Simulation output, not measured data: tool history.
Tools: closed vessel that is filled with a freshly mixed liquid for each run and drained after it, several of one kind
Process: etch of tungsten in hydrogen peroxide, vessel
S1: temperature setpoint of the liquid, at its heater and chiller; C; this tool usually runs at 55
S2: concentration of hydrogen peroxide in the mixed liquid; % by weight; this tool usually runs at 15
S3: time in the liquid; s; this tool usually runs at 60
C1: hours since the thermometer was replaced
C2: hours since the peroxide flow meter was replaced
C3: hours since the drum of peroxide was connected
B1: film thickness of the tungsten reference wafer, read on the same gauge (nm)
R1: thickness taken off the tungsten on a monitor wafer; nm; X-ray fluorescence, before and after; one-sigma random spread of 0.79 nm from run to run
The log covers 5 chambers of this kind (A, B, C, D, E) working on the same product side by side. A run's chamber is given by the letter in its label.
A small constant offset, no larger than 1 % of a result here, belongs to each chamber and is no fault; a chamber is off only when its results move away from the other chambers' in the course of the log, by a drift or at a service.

{"run": "1B", "hour": 4.2, "S1": 55, "S2": 15, "S3": 60, "C1": 238.3, "C2": 399.5, "C3": 192.2, "B1": 119.98, "R1": 103.96}
{"run": "2D", "hour": 6.6, "S1": 55, "S2": 15, "S3": 60, "C1": 914, "C2": 98.3, "C3": 1094.8, "B1": 120.02, "R1": 104.73}
{"run": "3E", "hour": 10.8, "S1": 55, "S2": 15, "S3": 60, "C1": 606.8, "C2": 697.7, "C3": 423.8, "B1": 120.02, "R1": 105.73}
{"run": "4A", "hour": 12.9, "S1": 55, "S2": 15, "S3": 60, "C1": 790.2, "C2": 270.1, "C3": 942.6, "B1": 120.01, "R1": 104.52}
{"run": "5C", "hour": 16.4, "S1": 55, "S2": 15, "S3": 60, "C1": 1824.6, "C2": 1157.4, "C3": 732.8, "B1": 120, "R1": 106.12}
{"run": "6A", "hour": 18.7, "S1": 55, "S2": 15, "S3": 60, "C1": 796, "C2": 275.9, "C3": 948.4, "B1": 119.99, "R1": 105.28}
{"hour": 21.1, "done": "chamber D: new drum of peroxide connected"}
{"run": "7B", "hour": 22.3, "S1": 55, "S2": 15, "S3": 60, "C1": 256.4, "C2": 417.6, "C3": 210.3, "B1": 119.98, "R1": 104.73}
{"run": "8E", "hour": 24.4, "S1": 55, "S2": 15, "S3": 60, "C1": 620.4, "C2": 711.3, "C3": 437.4, "B1": 120.01, "R1": 104.91}
{"run": "9D", "hour": 26.6, "S1": 55, "S2": 15, "S3": 60, "C1": 934, "C2": 118.3, "C3": 5.6, "B1": 120, "R1": 105.08}
{"run": "10C", "hour": 29.7, "S1": 55, "S2": 15, "S3": 60, "C1": 1837.9, "C2": 1170.7, "C3": 746.1, "B1": 119.97, "R1": 105.37}
{"run": "11B", "hour": 33.6, "S1": 55, "S2": 15, "S3": 60, "C1": 267.7, "C2": 428.9, "C3": 221.6, "B1": 120.01, "R1": 103.12}
{"run": "12E", "hour": 35.9, "S1": 55, "S2": 15, "S3": 60, "C1": 631.9, "C2": 722.8, "C3": 448.9, "B1": 119.99, "R1": 104.54}
{"run": "13C", "hour": 38.0, "S1": 55, "S2": 15, "S3": 60, "C1": 1846.2, "C2": 1179, "C3": 754.4, "B1": 119.99, "R1": 105.22}
{"run": "14D", "hour": 42.2, "S1": 55, "S2": 15, "S3": 60, "C1": 949.6, "C2": 133.9, "C3": 21.2, "B1": 120.03, "R1": 105.39}
{"run": "15A", "hour": 44.7, "S1": 55, "S2": 15, "S3": 60, "C1": 822, "C2": 301.9, "C3": 974.4, "B1": 120, "R1": 107.01}
{"run": "16A", "hour": 46.9, "S1": 55, "S2": 15, "S3": 60, "C1": 824.2, "C2": 304.1, "C3": 976.6, "B1": 119.99, "R1": 105.48}
{"run": "17B", "hour": 50.2, "S1": 55, "S2": 15, "S3": 60, "C1": 284.3, "C2": 445.5, "C3": 238.2, "B1": 120, "R1": 102.47}
{"run": "18C", "hour": 52.6, "S1": 51.5, "S2": 17, "S3": 60, "C1": 1860.8, "C2": 1193.6, "C3": 769, "B1": 120, "R1": 90.856}
{"run": "19D", "hour": 56.1, "S1": 51.5, "S2": 17, "S3": 60, "C1": 963.5, "C2": 147.8, "C3": 35.1, "B1": 120, "R1": 91.105}
{"run": "20E", "hour": 59.1, "S1": 51.5, "S2": 17, "S3": 60, "C1": 655.1, "C2": 746, "C3": 472.1, "B1": 120.02, "R1": 91.453}
{"run": "21D", "hour": 63.3, "S1": 51.5, "S2": 17, "S3": 60, "C1": 970.7, "C2": 155, "C3": 42.3, "B1": 120.01, "R1": 91.572}
{"run": "22E", "hour": 67.4, "S1": 51.5, "S2": 17, "S3": 60, "C1": 663.4, "C2": 754.3, "C3": 480.4, "B1": 119.98, "R1": 91.479}
{"run": "23A", "hour": 70.6, "S1": 55, "S2": 15, "S3": 60, "C1": 847.9, "C2": 327.8, "C3": 1000.3, "B1": 120.03, "R1": 105.6}
{"run": "24C", "hour": 74.7, "S1": 55, "S2": 15, "S3": 60, "C1": 1882.9, "C2": 1215.7, "C3": 791.1, "B1": 119.98, "R1": 105.93}
{"run": "25B", "hour": 79.0, "S1": 55, "S2": 15, "S3": 60, "C1": 313.1, "C2": 474.3, "C3": 267, "B1": 120.02, "R1": 99.624}
{"run": "26C", "hour": 82.7, "S1": 55, "S2": 15, "S3": 60, "C1": 1890.9, "C2": 1223.7, "C3": 799.1, "B1": 119.98, "R1": 104.04}
{"run": "27D", "hour": 84.7, "S1": 55, "S2": 15, "S3": 60, "C1": 992.1, "C2": 176.4, "C3": 63.7, "B1": 119.99, "R1": 103.96}
{"run": "28A", "hour": 86.6, "S1": 55, "S2": 15, "S3": 60, "C1": 863.9, "C2": 343.8, "C3": 1016.3, "B1": 119.97, "R1": 104.25}
{"run": "29E", "hour": 89.7, "S1": 55, "S2": 15, "S3": 60, "C1": 685.7, "C2": 776.6, "C3": 502.7, "B1": 120, "R1": 104.93}
{"run": "30B", "hour": 92.6, "S1": 55, "S2": 15, "S3": 60, "C1": 326.7, "C2": 487.9, "C3": 280.6, "B1": 119.99, "R1": 97.535}

The same settings go to every chamber for the next run, one line per chamber below. Forecast the results for each:
{"run": "31A", "hour": 95.6, "S1": 52, "S2": 15, "S3": 60, "R1": "?"}
{"run": "31B", "hour": 95.6, "S1": 52, "S2": 15, "S3": 60, "R1": "?"}
{"run": "31C", "hour": 95.6, "S1": 52, "S2": 15, "S3": 60, "R1": "?"}
{"run": "31D", "hour": 95.6, "S1": 52, "S2": 15, "S3": 60, "R1": "?"}
{"run": "31E", "hour": 95.6, "S1": 52, "S2": 15, "S3": 60, "R1": "?"}

run=31A R1=87.987
run=31B R1=80.938
run=31C R1=88.702
run=31D R1=87.99
run=31E R1=89.71
